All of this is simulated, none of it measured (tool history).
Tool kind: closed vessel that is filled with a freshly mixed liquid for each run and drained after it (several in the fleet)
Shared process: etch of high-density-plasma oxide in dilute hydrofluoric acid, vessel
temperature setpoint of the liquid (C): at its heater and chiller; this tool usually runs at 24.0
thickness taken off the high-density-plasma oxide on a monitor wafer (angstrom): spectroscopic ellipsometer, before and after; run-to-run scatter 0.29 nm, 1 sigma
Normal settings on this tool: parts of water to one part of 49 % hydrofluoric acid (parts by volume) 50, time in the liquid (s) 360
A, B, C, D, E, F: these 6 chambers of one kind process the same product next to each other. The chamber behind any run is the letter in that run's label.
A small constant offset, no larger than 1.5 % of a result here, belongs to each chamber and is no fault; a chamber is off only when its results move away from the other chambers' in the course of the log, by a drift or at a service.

run,hour,temperature setpoint of the liquid (C),parts of water to one part of 49 % hydrofluoric acid (parts by volume),time in the liquid (s),"read-back film thickness of the high-density-plasma oxide reference wafer, read on the same gauge (nm)",thickness taken off the high-density-plasma oxide on a monitor wafer (angstrom)
1D,4.1,24.0,50,360,99.998,578.84
2C,9.1,24.0,50,360,99.997,575.39
3E,12.7,24.0,50,360,99.990,569.57
4F,16.4,24.0,50,360,99.988,569.86
5B,21.6,24.0,50,360,100.010,576.06
6A,24.0,24.0,50,360,100.010,570.89
7E,28.7,24.0,50,360,100.010,563.09
8C,31.1,24.0,50,360,99.999,568.52
9D,35.4,24.0,50,360,100.010,574.43
10A,38.1,24.0,50,360,100.000,574.75
11F,42.5,24.0,50,360,100.010,579.02
12B,47.0,24.0,50,360,100.010,576.65
13C,50.3,24.0,50,360,99.998,573.63
14A,53.7,24.0,50,360,99.998,571.10
15D,56.4,24.0,50,360,99.988,574.60
16B,59.3,24.0,50,360,99.998,578.43
17E,63.3,24.0,50,360,100.010,569.11
18F,67.5,24.0,50,360,100.020,567.42
19A,71.5,26.5,50,360,99.996,637.00
20B,74.9,26.5,50,360,99.991,646.49
21E,79.3,26.5,50,360,99.999,626.10
22C,83.9,26.5,50,360,99.989,624.58
23F,89.4,26.5,50,360,100.010,634.11
24D,94.1,26.5,50,360,100.010,639.99
25D,98.4,24.0,50,360,100.000,571.32
26A,101.9,24.0,50,360,99.994,577.68
# hour 105.5: chamber C: hydrofluoric acid flow meter replaced
27C,105.9,24.0,50,360,99.994,568.42
28E,108.6,24.0,50,360,99.976,564.81
29B,111.2,24.0,50,360,99.996,583.53
30F,114.1,24.0,50,360,99.999,568.97
31B,116.6,24.0,50,360,99.992,582.90
32A,119.1,24.0,50,360,100.000,578.37
33D,123.7,24.0,50,360,100.000,575.71
34C,128.1,24.0,50,360,100.020,569.17
35E,133.5,24.0,50,360,99.996,562.53
36F,138.6,24.0,50,360,100.000,569.44
37C,142.1,24.0,50,360,100.010,567.17
38E,146.5,26.0,50,360,100.000,608.30
39B,150.0,26.0,50,360,100.000,635.00

Next, all 6 chambers run the settings below, one line each with question marks for the results. What does each chamber give?
40A,153.9,24.0,70,360,,?
40B,153.9,24.0,70,360,,?
40C,153.9,24.0,70,360,,?
40D,153.9,24.0,70,360,,?
40E,153.9,24.0,70,360,,?
40F,153.9,24.0,70,360,,?

run,thickness taken off the high-density-plasma oxide on a monitor wafer (angstrom)
40A,398.79
40B,406.08
40C,398.15
40D,396.78
40E,392.89
40F,398.31
